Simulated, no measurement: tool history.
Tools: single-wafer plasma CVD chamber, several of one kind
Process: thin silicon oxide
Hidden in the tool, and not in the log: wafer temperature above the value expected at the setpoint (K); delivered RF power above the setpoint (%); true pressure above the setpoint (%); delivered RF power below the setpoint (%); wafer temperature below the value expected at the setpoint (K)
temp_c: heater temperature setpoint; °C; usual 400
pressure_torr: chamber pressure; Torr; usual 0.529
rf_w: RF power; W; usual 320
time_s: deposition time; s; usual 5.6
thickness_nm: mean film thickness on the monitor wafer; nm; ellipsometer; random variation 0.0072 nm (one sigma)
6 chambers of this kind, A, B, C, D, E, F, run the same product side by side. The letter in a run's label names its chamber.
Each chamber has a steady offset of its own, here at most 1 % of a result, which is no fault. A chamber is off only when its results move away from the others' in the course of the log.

run   hour  temp_c  pressure_torr  rf_w  time_s  hours since the last thermocouple change  hours since the last RF generator calibration  hours since the last manometer calibration  read-back reference wafer on the same gauge, thickness_nm  thickness_nm
 1B    5.9     400          0.529   320     5.6                                    1987.4                                           2042                                      1372.4                                                     5.6498        6.7649
 2A   12.9     400          0.529   320     5.6                                    1105.2                                          799.9                                        95.6                                                     5.6486        6.7815
 3E   19.9     400          0.529   320     5.6                                     984.3                                          386.5                                      1926.3                                                     5.6467        6.7683
        20  -- chamber B: capacitance manometer re-zeroed and calibrated
 4D   23.5     400          0.529   320     5.6                                     995.3                                          590.4                                      1367.2                                                     5.6463        6.7744
 5F   27.6     400          0.529   370    4.96                                     960.5                                         1895.3                                       291.1                                                     5.6464        6.3698
 6C   35.6     400          0.529   370    4.96                                    2815.1                                          133.3                                       101.9                                                     5.6465         6.388
 7E   43.7     400          0.529   370    4.96                                    1008.1                                          410.3                                      1950.1                                                     5.6449        6.3367
      45.7  -- chamber B: RF generator calibrated
 8D   51.3     400          0.529   370    4.96                                    1023.1                                          618.2                                        1395                                                     5.6441        6.3643
 9B   57.2     400          0.529   370    4.96                                    2038.7                                           11.6                                        37.2                                                     5.6446        6.3365
10C   64.4     400          0.529   370    4.96                                    2843.9                                          162.1                                       130.7                                                     5.6426        6.3821
11F   71.1     400          0.529   320     5.6                                      1004                                         1938.8                                       334.6                                                     5.6423        6.7731
12A   76.8     400          0.529   320     5.6                                    1169.1                                          863.8                                       159.5                                                     5.6406        6.7716
13D   82.8     400          0.529   320     5.6                                    1054.6                                          649.7                                      1426.5                                                     5.6416         6.781
14E   86.7     400          0.529   320     5.6                                    1051.1                                          453.3                                      1993.1                                                     5.6397        6.7473
15B   92.6     400          0.529   320     5.6                                    2074.1                                             47                                        72.6                                                     5.6395        6.7641
16F   96.9     400          0.529   320     5.6                                    1029.8                                         1964.6                                       360.4                                                     5.6392        6.7731
17C  100.6     400          0.529   320     5.6                                    2880.1                                          198.3                                       166.9                                                     5.6377        6.8042
18A  105.6     400          0.529   320     5.6                                    1197.9                                          892.6                                       188.3                                                     5.6387        6.7692
19A  111.2     400          0.529   320     5.6                                    1203.5                                          898.2                                       193.9                                                     5.6381        6.7554
20E  117.9     400          0.529   320     5.6                                    1082.3                                          484.5                                      2024.3                                                      5.637        6.7485
21F  121.9     400          0.431   320     5.6                                    1054.8                                         1989.6                                       385.4                                                     5.6362        5.3582
22B  128.1     400          0.431   320     5.6                                    2109.6                                           82.5                                       108.1                                                     5.6373        5.3501
     134.8  -- chamber B: thermocouple changed; heater temperature recalibrated
23D  135.8     400          0.431   320     5.6                                    1107.6                                          702.7                                      1479.5                                                     5.6343        5.3281
24C  142.9     400          0.431   320     5.6                                    2922.4                                          240.6                                       209.2                                                     5.6348        5.3603
25A  147.6     400          0.431   320     5.6                                    1239.9                                          934.6                                       230.3                                                     5.6318         5.302
26B  152.8     400          0.431   320     5.6                                      18.1                                          107.2                                       132.8                                                     5.6325         5.344
27C  157.6     400          0.529   320     5.6                                    2937.1                                          255.3                                       223.9                                                     5.6328        6.7903
28E    163     400          0.529   320     5.6                                    1127.4                                          529.6                                      2069.4                                                     5.6316        6.7513
29D  168.5     400          0.529   320     5.6                                    1140.3                                          735.4                                      1512.2                                                     5.6315        6.7784
30F  173.3     400          0.529   320     5.6                                    1106.2                                           2041                                       436.8                                                     5.6309        6.7691
31C  179.6     400          0.529   320     5.6                                    2959.1                                          277.3                                       245.9                                                     5.6307        6.7825
32D  183.8     400          0.529   320     5.6                                    1155.6                                          750.7                                      1527.5                                                     5.6287        6.7756
33E  191.8     400          0.529   320     5.6                                    1156.2                                          558.4                                      2098.2                                                     5.6291        6.7512
34A  195.5     400          0.529   320     5.6                                    1287.8                                          982.5                                       278.2                                                     5.6283        6.7486
35F  202.9     400          0.529   320     5.6                                    1135.8                                         2070.6                                       466.4                                                     5.6283        6.7541
36B  208.2     400          0.529   320     5.6                                      73.5                                          162.6                                       188.2                                                     5.6278        6.7548
     210.2  -- chamber A: thermocouple changed; heater temperature recalibrated
37A    214     400          0.529   320     5.6                                       3.8                                           1001                                       296.7                                                     5.6255        6.7417

All 6 chambers run these settings next. Forecast each chamber's results:
38A  219.9     400          0.529   320     5.6                                                                                                                                                                                                             ?
38B  219.9     400          0.529   320     5.6                                                                                                                                                                                                             ?
38C  219.9     400          0.529   320     5.6                                                                                                                                                                                                             ?
38D  219.9     400          0.529   320     5.6                                                                                                                                                                                                             ?
38E  219.9     400          0.529   320     5.6                                                                                                                                                                                                             ?
38F  219.9     400          0.529   320     5.6                                                                                                                                                                                                             ?

run  thickness_nm
38A         6.737
38B        6.7374
38C        6.7904
38D        6.7609
38E        6.7373
38F        6.7591
